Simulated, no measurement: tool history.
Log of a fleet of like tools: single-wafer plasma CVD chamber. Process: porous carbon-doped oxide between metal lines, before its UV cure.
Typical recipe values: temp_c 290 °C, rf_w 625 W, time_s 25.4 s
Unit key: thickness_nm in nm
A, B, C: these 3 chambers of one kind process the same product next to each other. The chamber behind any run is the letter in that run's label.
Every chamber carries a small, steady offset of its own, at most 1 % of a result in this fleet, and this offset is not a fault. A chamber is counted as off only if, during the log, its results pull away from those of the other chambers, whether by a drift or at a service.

run   hour  temp_c  rf_w  time_s  hours since the last thermocouple change  hours since the last RF generator calibration  read-back reference wafer on the same gauge, thickness_nm  thickness_nm
 1C    3.2     290   625    25.4                                    1400.3                                          164.6                                                     145.95        170.22
 2A    8.6     290   625    25.4                                    1093.9                                         1536.4                                                     145.97        171.19
 3B   11.4     290   625    25.4                                    1457.1                                         1271.7                                                     145.85        172.12
 4B   14.6     290   625    25.4                                    1460.3                                         1274.9                                                     146.21        169.76
 5C   18.8     290   625    25.4                                    1415.9                                          180.2                                                     145.88        170.54
 6A   23.5     290   625    25.4                                    1108.8                                         1551.3                                                     145.83        170.74
 7B   28.0     290   625    25.4                                    1473.7                                         1288.3                                                     145.96        171.49
 8A   31.2     281   625    21.7                                    1116.5                                         1559.0                                                     146.03        155.38
 9C   34.5     281   625    21.7                                    1431.6                                          195.9                                                     146.04        153.18
10A   37.3     281   625    21.7                                    1122.6                                         1565.1                                                     145.89        156.89
11B   40.7     290   625    25.4                                    1486.4                                         1301.0                                                     146.11        171.12
12C   45.8     290   585    27.8                                    1442.9                                          207.2                                                     146.13        178.48
13B   50.9     290   585    27.8                                    1496.6                                         1311.2                                                     146.15        177.96
14C   55.6     290   585    27.8                                    1452.7                                          217.0                                                     145.76        178.83
15A   60.4     290   625    25.4                                    1145.7                                         1588.2                                                     146.00        170.34
16A   65.2     290   625    25.4                                    1150.5                                         1593.0                                                     145.93        171.80
17B   70.8     290   625    25.4                                    1516.5                                         1331.1                                                     145.92        170.30
18C   76.3     290   625    25.4                                    1473.4                                          237.7                                                     146.05        171.17
19C   81.3     290   625    25.4                                    1478.4                                          242.7                                                     146.05        171.10
20B   84.4     290   625    25.4                                    1530.1                                         1344.7                                                     146.16        170.93
21A   89.3     290   580    25.4                                    1174.6                                         1617.1                                                     146.21        162.26
22B   92.6     290   580    25.4                                    1538.3                                         1352.9                                                     146.00        163.41
23C   95.6     290   580    25.4                                    1492.7                                          257.0                                                     146.05        161.63
24A  101.2     290   625    25.4                                    1186.5                                         1629.0                                                     146.07        171.27
25A  105.5     290   625    25.4                                    1190.8                                         1633.3                                                     145.95        171.07
26B  110.4     281   740    25.4                                    1556.1                                         1370.7                                                     146.09        201.98
27C  115.3     281   740    25.4                                    1512.4                                          276.7                                                     145.93        198.90
28B  119.8     281   740    25.4                                    1565.5                                         1380.1                                                     146.16        202.25
29C  125.2     290   625    25.4                                    1522.3                                          286.6                                                     146.06        170.19
30A  128.2     290   625    25.4                                    1213.5                                         1656.0                                                     146.15        170.58
31A  130.8     290   625    25.4                                    1216.1                                         1658.6                                                     146.17        171.42
32B  136.3     290   625    27.1                                    1582.0                                         1396.6                                                     146.06        181.67
33C  139.0     290   625    27.1                                    1536.1                                          300.4                                                     145.86        182.43
34B  142.6     290   625    27.1                                    1588.3                                         1402.9                                                     146.23        182.73
35A  146.2     290   625    25.4                                    1231.5                                         1674.0                                                     146.03        170.11
36C  151.2     294   625    28.8                                    1548.3                                          312.6                                                     146.22        188.50
37B  155.9     294   625    28.8                                    1601.6                                         1416.2                                                     145.98        188.61
38A  160.6     294   625    28.8                                    1245.9                                         1688.4                                                     145.91        186.90
     164.8  -- chamber B: thermocouple changed; heater temperature recalibrated
39C  164.8     290   625    25.4                                    1561.9                                          326.2                                                     145.86        168.80
40B  169.1     297   625    25.4                                       4.3                                         1429.4                                                     145.88        163.89
41C  174.1     297   625    25.4                                    1571.2                                          335.5                                                     146.16        164.59
42A  177.5     297   625    25.4                                    1262.8                                         1705.3                                                     145.80        163.67

All chambers now run identical settings, listed one chamber a line with results as question marks. What results will each chamber show?
43A  181.6     290   625    22.6                                                                                                                                                                 ?
43B  181.6     290   625    22.6                                                                                                                                                                 ?
43C  181.6     290   625    22.6                                                                                                                                                                 ?

run  thickness_nm
43A        152.25
43B        152.02
43C        153.55

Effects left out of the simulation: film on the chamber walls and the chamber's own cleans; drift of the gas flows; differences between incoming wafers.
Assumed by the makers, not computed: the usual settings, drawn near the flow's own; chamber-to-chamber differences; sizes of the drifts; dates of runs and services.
